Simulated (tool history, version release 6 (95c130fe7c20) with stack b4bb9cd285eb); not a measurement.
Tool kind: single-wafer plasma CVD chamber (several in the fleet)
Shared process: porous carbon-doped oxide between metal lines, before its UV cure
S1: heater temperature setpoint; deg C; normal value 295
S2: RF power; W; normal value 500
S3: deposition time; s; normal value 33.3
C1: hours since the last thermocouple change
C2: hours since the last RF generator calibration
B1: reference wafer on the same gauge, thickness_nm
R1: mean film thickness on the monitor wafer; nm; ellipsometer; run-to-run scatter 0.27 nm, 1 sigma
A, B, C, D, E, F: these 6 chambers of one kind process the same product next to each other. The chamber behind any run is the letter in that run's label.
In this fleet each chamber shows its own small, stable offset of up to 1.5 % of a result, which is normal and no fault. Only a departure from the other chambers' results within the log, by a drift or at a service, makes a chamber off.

| run | day | S1 | S2 | S3 | C1 | C2 | B1 | R1 |
|---|---|---|---|---|---|---|---|---|
| 1E | 0.212 | 295 | 500 | 33.3 | 1034.7 | 169.9 | 178.97 | 185.07 |
| 2A | 0.512 | 295 | 500 | 33.3 | 2224 | 214.4 | 179.09 | 183.83 |
| 3C | 0.779 | 295 | 500 | 33.3 | 935.6 | 757.8 | 179.06 | 187.5 |
| 4B | 1.104 | 295 | 500 | 33.3 | 594.7 | 353 | 179.05 | 184.02 |
| 5D | 1.496 | 295 | 500 | 33.3 | 1888 | 1400.3 | 179.13 | 182.94 |
| 6F | 1.712 | 295 | 435 | 37.5 | 734.7 | 2682.4 | 179.16 | 187.31 |
| 7C | 2.017 | 295 | 435 | 37.5 | 965.3 | 787.5 | 179.22 | 190.57 |
| 8B | 2.325 | 295 | 435 | 37.5 | 624 | 382.3 | 179.35 | 187.71 |
| 9A | 2.633 | 295 | 435 | 37.5 | 2274.9 | 265.3 | 179.24 | 187.84 |
| 10E | 2.879 | 295 | 435 | 37.5 | 1098.7 | 233.9 | 179.27 | 188.31 |
| 11F | 3.2 | 295 | 435 | 37.5 | 770.4 | 2718.1 | 179.29 | 186.82 |
| 12D | 3.571 | 295 | 500 | 33.3 | 1937.8 | 1450.1 | 179.37 | 183.44 |
| 13D | 3.95 | 295 | 500 | 33.3 | 1946.9 | 1459.2 | 179.39 | 183.02 |
|  | 4.025 | chamber F: RF generator calibrated |
| 14C | 4.233 | 295 | 500 | 33.3 | 1018.5 | 840.7 | 179.38 | 188.18 |
| 15F | 4.433 | 295 | 500 | 33.3 | 800 | 9.9 | 179.49 | 184.52 |
| 16B | 4.742 | 295 | 500 | 33.3 | 682 | 440.3 | 179.55 | 184.59 |
| 17E | 5.079 | 295 | 500 | 33.3 | 1151.5 | 286.7 | 179.5 | 185.94 |
| 18A | 5.433 | 295 | 500 | 33.3 | 2342.1 | 332.5 | 179.57 | 184.97 |
| 19D | 5.812 | 295 | 565 | 33.3 | 1991.6 | 1503.9 | 179.48 | 199.37 |
| 20A | 6.146 | 295 | 565 | 33.3 | 2359.2 | 349.6 | 179.57 | 200.63 |
| 21F | 6.471 | 295 | 565 | 33.3 | 848.9 | 58.8 | 179.61 | 199.59 |
| 22B | 6.642 | 295 | 565 | 33.3 | 727.6 | 485.9 | 179.68 | 200.2 |
| 23C | 6.829 | 295 | 565 | 33.3 | 1080.8 | 903 | 179.68 | 203.77 |
| 24E | 7.079 | 295 | 565 | 33.3 | 1199.5 | 334.7 | 179.72 | 201.93 |
| 25D | 7.3 | 295 | 500 | 33.3 | 2027.3 | 1539.6 | 179.77 | 183.83 |
| 26B | 7.679 | 295 | 500 | 33.3 | 752.5 | 510.8 | 179.71 | 184.99 |
| 27F | 7.996 | 295 | 500 | 33.3 | 885.5 | 95.4 | 179.75 | 185.05 |
| 28C | 8.325 | 295 | 450 | 39 | 1116.7 | 938.9 | 179.87 | 204.02 |
| 29A | 8.575 | 295 | 450 | 39 | 2417.5 | 407.9 | 179.83 | 200.94 |
| 30E | 8.842 | 295 | 450 | 39 | 1241.8 | 377 | 179.83 | 202.46 |
| 31C | 9.121 | 295 | 450 | 39 | 1135.8 | 958 | 179.92 | 204.51 |
|  | 9.171 | chamber A: thermocouple changed; heater temperature recalibrated |
| 32B | 9.325 | 295 | 450 | 39 | 792 | 550.3 | 179.88 | 200.11 |
| 33A | 9.604 | 295 | 450 | 39 | 10.4 | 432.6 | 179.94 | 201.25 |
| 34E | 9.958 | 295 | 535 | 33.3 | 1268.6 | 403.8 | 179.98 | 195.18 |
| 35F | 10.238 | 295 | 535 | 33.3 | 939.3 | 149.2 | 179.98 | 193.19 |
| 36D | 10.533 | 295 | 535 | 33.3 | 2104.9 | 1617.2 | 180.11 | 192.89 |
| 37F | 10.712 | 295 | 535 | 33.3 | 950.7 | 160.6 | 180.03 | 193.65 |

Is one chamber off against the others, does the gauge drift, or is nothing wrong? If a chamber is off, say which, and what the likeliest cause is.

Gauge drift. The chambers move together only on paper, and none stands off.
Most likely cause: gauge reads high (%) = 0.602.

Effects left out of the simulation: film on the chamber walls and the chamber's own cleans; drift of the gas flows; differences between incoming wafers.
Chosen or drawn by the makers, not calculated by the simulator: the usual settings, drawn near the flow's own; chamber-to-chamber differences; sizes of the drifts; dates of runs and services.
